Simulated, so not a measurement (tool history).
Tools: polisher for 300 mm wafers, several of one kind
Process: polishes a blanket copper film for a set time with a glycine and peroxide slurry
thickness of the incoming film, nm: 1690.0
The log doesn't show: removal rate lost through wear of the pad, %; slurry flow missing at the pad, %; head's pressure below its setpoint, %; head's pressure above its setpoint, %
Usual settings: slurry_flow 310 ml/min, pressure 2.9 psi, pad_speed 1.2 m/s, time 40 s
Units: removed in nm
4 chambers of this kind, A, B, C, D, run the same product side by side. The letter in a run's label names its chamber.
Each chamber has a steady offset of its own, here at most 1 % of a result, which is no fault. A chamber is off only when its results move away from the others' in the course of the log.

run     day  slurry_flow  pressure  pad_speed  time  wafers polished on this pad  hours since the slurry nozzle was cleaned  hours since the head pressure was calibrated  removed
 1B   0.542          310       2.9        1.2    40                          622                                      250.8                                         321.4   226.27
 2A   1.162          310       2.9        1.2    40                          593                                       65.8                                         614.0   224.76
      1.588  -- chamber B: slurry nozzle cleaned
 3D   1.662          310       2.9        1.2    40                          778                                      690.9                                         539.6   229.15
 4C   2.117          310       2.9        1.2    40                          799                                      424.8                                         826.2   228.79
 5A   2.446          310       2.9        1.2    40                         1036                                       96.6                                         644.8   227.09
      3.100  -- chamber B: worn pad replaced by a new one
 6D   3.100          310       2.9        1.2    40                         1274                                      725.4                                         574.1   234.86
 7C   3.458          310       2.9        1.2    40                         1262                                      457.0                                         858.4   223.29
      3.475  -- chamber C: worn pad replaced by a new one
      3.721  -- chamber A: worn pad replaced by a new one
      3.854  -- chamber D: worn pad replaced by a new one
 8B   4.150          310       2.9        1.2    40                          362                                       61.6                                         408.0   226.10
      4.204  -- chamber D: slurry nozzle cleaned
 9B   4.662          310       2.9        1.2    40                          539                                       73.9                                         420.3   230.93
10A   4.996          310       2.9        1.2    40                          439                                      157.8                                         706.0   227.05
11D   5.646          310       2.9        1.2    40                          619                                       34.6                                         635.2   234.69
      5.738  -- chamber D: head pressure recalibrated
12C   5.950          310       2.9        1.2    40                          853                                      516.8                                         918.2   228.88
13B   6.488          275       2.9        1.2    47                         1168                                      117.7                                         464.1   267.49
14A   6.838          275       2.9        1.2    47                         1074                                      202.0                                         750.2   258.55
      7.067  -- chamber B: worn pad replaced by a new one
      7.175  -- chamber A: worn pad replaced by a new one
      7.175  -- chamber A: slurry nozzle cleaned
      7.342  -- chamber C: worn pad replaced by a new one
15D   7.388          275       2.9        1.2    47                         1219                                       76.4                                          39.7   260.40
16C   7.908          275       2.9        1.2    47                          195                                      563.8                                         965.2   259.03
      8.058  -- chamber D: worn pad replaced by a new one
17C   8.229          310       2.9        1.2    50                          306                                      571.5                                         972.9   285.11
18B   8.529          310       2.9        1.2    50                          505                                      166.7                                         513.1   287.54
19A   8.850          310       2.9        1.2    50                          578                                       40.2                                         798.5   272.90
      9.271  -- chamber C: slurry nozzle cleaned
20D   9.525          310       2.9        1.2    50                          506                                      127.7                                          91.0   283.41
21B  10.012          310       2.9        1.2    40                         1016                                      202.3                                         548.7   228.71
22A  10.454          310       2.9        1.4    40                         1131                                       78.7                                         837.0   246.93
23D  10.821          310       2.9        1.4    40                          953                                      158.8                                         122.1   257.45
     10.938  -- chamber B: worn pad replaced by a new one
     11.117  -- chamber C: worn pad replaced by a new one
     11.167  -- chamber A: worn pad replaced by a new one
24C  11.183          310       2.9        1.4    40                           24                                       46.0                                        1043.8   257.49
25A  11.483          310       2.9        1.4    40                          109                                      103.4                                         861.7   247.36
26D  11.783          310       2.9        1.2    40                         1285                                      181.9                                         145.2   224.81
     12.062  -- chamber D: worn pad replaced by a new one
27C  12.308          310       2.9        1.2    40                          412                                       73.0                                        1070.8   223.94
28B  12.833          310       2.9        1.2    40                          654                                      270.0                                         616.4   227.84
     12.983  -- chamber B: slurry nozzle cleaned
29A  13.271          360       2.9        1.2    40                          726                                      146.3                                         904.6   219.40
30C  13.871          360       2.9        1.2    40                          951                                      110.5                                        1108.3   234.07
31D  14.433          360       2.9        1.2    40                          818                                      245.5                                         208.8   230.89
     15.092  -- chamber A: worn pad replaced by a new one
32B  15.096          360       2.9        1.2    40                         1434                                       50.7                                         670.7   231.27
     15.292  -- chamber A: slurry nozzle cleaned
     15.496  -- chamber B: worn pad replaced by a new one
33B  15.525          310       2.9        1.2    40                           11                                       61.0                                         681.0   228.00
     15.721  -- chamber C: worn pad replaced by a new one
34C  16.108          215       2.9        1.2    40                          133                                      164.2                                        1162.0   220.55
     16.550  -- chamber D: worn pad replaced by a new one
35D  16.700          215       2.9        1.2    40                           52                                      299.9                                         263.2   222.14
36A  17.162          215       2.9        1.2    40                          715                                       45.0                                         998.0   206.29
37D  17.738          215       2.9        1.2    40                          410                                      324.8                                         288.1   217.67
38B  18.158          310       2.9        1.2    40                          919                                      124.2                                         744.2   232.61
39A  18.804          310       2.9        1.2    40                         1281                                       84.4                                        1037.4   210.52
     19.275  -- chamber A: worn pad replaced by a new one
40C  19.404          310       2.9        1.2    40                         1270                                      243.3                                        1241.1   229.75
41D  19.862          310       2.9        1.2    32                         1143                                      375.8                                         339.1   185.35
42A  20.288          310       2.9        1.2    32                          349                                      120.0                                        1073.0   169.00

What goes on in this fleet: one chamber off, a drifting gauge, or nothing beyond the chambers' own small offsets? Name the chamber and the cause, if any.

Chamber A drifts away from the others.
Cause: head's pressure below its setpoint, % = 8.72.

Here are 4 candidates for chamber A's next run, each the usual settings with a change, their results left as question marks. Which one brings its results back in line with what the others give on the usual settings?
In line means no further than this from the other chambers' mean on the usual settings: removed 9.40 nm
43A-1  20.779          310       2.9       1.44    40                                                                                                                              ?
43A-2  20.779          310       3.0       1.24    42                                                                                                                              ?
43A-3  20.779          310       2.7       1.14    40                                                                                                                              ?
43A-4  20.779          305       2.9       1.10    36                                                                                                                              ?

The other chambers' mean on the usual settings: removed 228.89 nm
  run  removed
43A-1   244.43
43A-2   232.91
43A-3   189.18
43A-4   175.37
43A-2 brings the chamber back in line.

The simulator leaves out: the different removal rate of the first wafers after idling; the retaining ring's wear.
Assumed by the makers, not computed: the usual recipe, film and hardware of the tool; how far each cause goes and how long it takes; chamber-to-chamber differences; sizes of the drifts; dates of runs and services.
